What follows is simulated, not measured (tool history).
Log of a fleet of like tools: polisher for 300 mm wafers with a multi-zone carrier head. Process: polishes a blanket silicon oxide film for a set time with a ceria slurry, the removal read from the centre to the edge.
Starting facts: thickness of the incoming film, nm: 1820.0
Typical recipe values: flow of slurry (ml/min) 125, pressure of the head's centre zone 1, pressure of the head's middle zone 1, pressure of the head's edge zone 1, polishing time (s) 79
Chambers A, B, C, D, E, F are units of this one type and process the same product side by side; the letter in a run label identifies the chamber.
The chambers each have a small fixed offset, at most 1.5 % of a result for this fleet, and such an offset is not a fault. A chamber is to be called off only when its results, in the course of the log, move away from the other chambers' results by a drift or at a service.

run   hour  flow of slurry (ml/min)  pressure of the head's centre zone  pressure of the head's middle zone  pressure of the head's edge zone  polishing time (s)  film removed at the wafer's centre (Å)  film removed at mid-radius (Å)  film removed at the wafer's edge (Å)
       0.6  -- chamber E: slurry nozzle cleaned
 1C      5                      125                                   1                                   1                                 1                  79                                    4945                            4870                                4815.5
       6.7  -- chamber D: worn pad replaced by a new one
 2E    9.7                      125                                   1                                   1                                 1                  79                                    4956                          4868.3                                4788.2
      12.1  -- chamber A: worn pad replaced by a new one
 3F   12.2                      125                                   1                                   1                                 1                  79                                  4842.2                          4831.7                                4915.2
 4A   15.5                      125                                   1                                   1                                 1                  79                                  4780.3                          4844.5                                4968.8
 5D   19.5                      125                                   1                                   1                                 1                  79                                  4841.5                          4815.2                                4854.7
 6B   21.7                      125                                0.89                                   1                                 1                  64                                  3524.2                          3930.9                                4049.3
      21.9  -- chamber C: worn pad replaced by a new one
 7B   26.1                      125                                0.89                                   1                                 1                  64                                  3495.7                          3948.9                                3885.9
 8A   29.3                      125                                0.89                                   1                                 1                  64                                  3446.3                          3962.5                                3914.9
      31.1  -- chamber F: worn pad replaced by a new one
 9F   33.7                      125                                0.89                                   1                                 1                  64                                  3453.9                          3948.7                                3859.6
      36.3  -- chamber B: edge zone pressure recalibrated
10E   36.3                      125                                0.89                                   1                                 1                  64                                  3532.4                          3984.4                                3961.4
11D   40.1                      125                                0.89                                   1                                 1                  64                                  3421.8                          3873.2                                3978.2
12C   42.5                      125                                   1                                   1                                 1                  79                                  4846.7                            4884                                  4792
13A   47.3                      125                                   1                                   1                                 1                  79                                  4845.1                          4796.9                                4835.9
14C   50.3                      170                                   1                                   1                                 1                  70                                  4639.9                          4574.9                                  4354
15F   54.2                      170                                   1                                   1                                 1                  70                                  4654.3                          4597.5                                4441.9
16D   58.3                      170                                   1                                   1                                 1                  70                                  4645.9                          4531.2                                4526.7
      59.5  -- chamber B: centre zone pressure recalibrated
17E   60.6                      170                                   1                                   1                                 1                  70                                  4705.9                          4598.1                                4453.1
18B   63.5                      170                                   1                                   1                                 1                  70                                  4692.4                          4545.9                                4628.1
      65.8  -- chamber B: worn pad replaced by a new one
19D   66.5                      170                                   1                                   1                                 1                  70                                    4548                          4515.6                                4599.6
        68  -- chamber F: worn pad replaced by a new one
20E     71                      125                                   1                                   1                                 1                  79                                  4887.4                          4885.2                                4833.1
      73.7  -- chamber D: worn pad replaced by a new one
21F   75.2                      125                                   1                                   1                                 1                  79                                  4839.2                          4898.6                                4844.2
      76.4  -- chamber D: centre zone pressure recalibrated
22B   79.9                      125                                   1                                0.94                                 1                  56                                  3479.2                          3260.8                                3587.1
      82.7  -- chamber C: worn pad replaced by a new one
        83  -- chamber A: worn pad replaced by a new one
23C   83.8                      125                                   1                                0.94                                 1                  56                                  3392.9                          3171.3                                  3326
24A   87.4                      125                                   1                                0.94                                 1                  56                                  3473.7                          3262.6                                3510.9
25C     91                      125                                   1                                0.94                                 1                  56                                  3367.1                          3161.6                                3298.5
26D   93.2                      125                                   1                                0.94                                 1                  56                                  3366.4                          3257.4                                3419.2
27E     96                      125                                   1                                0.94                                 1                  56                                  3523.4                          3287.8                                3523.8
28B     99                      125                                   1                                   1                                 1                  79                                  4920.7                          4851.5                                5007.9
29A  102.3                      125                                   1                                   1                                 1                  79                                  4902.5                          4837.3                                4801.9
30F  104.4                      125                                   1                                   1                                 1                  79                                  4842.4                            4870                                4788.2
31E  107.7                      125                                   1                                   1                                 1                  79                                  4963.4                          4963.7                                4893.1
     108.5  -- chamber F: worn pad replaced by a new one
32A  110.7                      125                                   1                                   1                                 1                  79                                  4801.1                          4858.4                                4890.7
33D  115.4                      125                                   1                                   1                                 1                  79                                  4812.6                          4807.5                                4885.1
34F  118.3                      125                                   1                                   1                                 1                  79                                  4867.2                          4862.9                                4754.4
35C  122.3                      125                                   1                                   1                                 1                  79                                  4528.5                          4495.6                                4626.9
36B  125.1                      125                                   1                                   1                                 1                  79                                  4858.7                          4875.2                                4942.1
37F  129.1                      125                                   1                                   1                                 1                  79                                  4891.7                          4845.5                                4727.1

Each of the 6 chambers runs these same settings next. Fill in every chamber's results:
38A  132.7                      125                                   1                                   1                              0.88                  79                                       ?                               ?                                     ?
38B  132.7                      125                                   1                                   1                              0.88                  79                                       ?                               ?                                     ?
38C  132.7                      125                                   1                                   1                              0.88                  79                                       ?                               ?                                     ?
38D  132.7                      125                                   1                                   1                              0.88                  79                                       ?                               ?                                     ?
38E  132.7                      125                                   1                                   1                              0.88                  79                                       ?                               ?                                     ?
38F  132.7                      125                                   1                                   1                              0.88                  79                                       ?                               ?                                     ?

run  film removed at the wafer's centre (Å)  film removed at mid-radius (Å)  film removed at the wafer's edge (Å)
38A                                    4913                          4874.4                                4606.2
38B                                  4877.4                            4839                                4625.8
38C                                  4494.5                            4459                                  4297
38D                                  4771.1                          4816.4                                4679.8
38E                                  4951.6                          4907.7                                4479.5
38F                                  4868.8                            4881                                4460.8
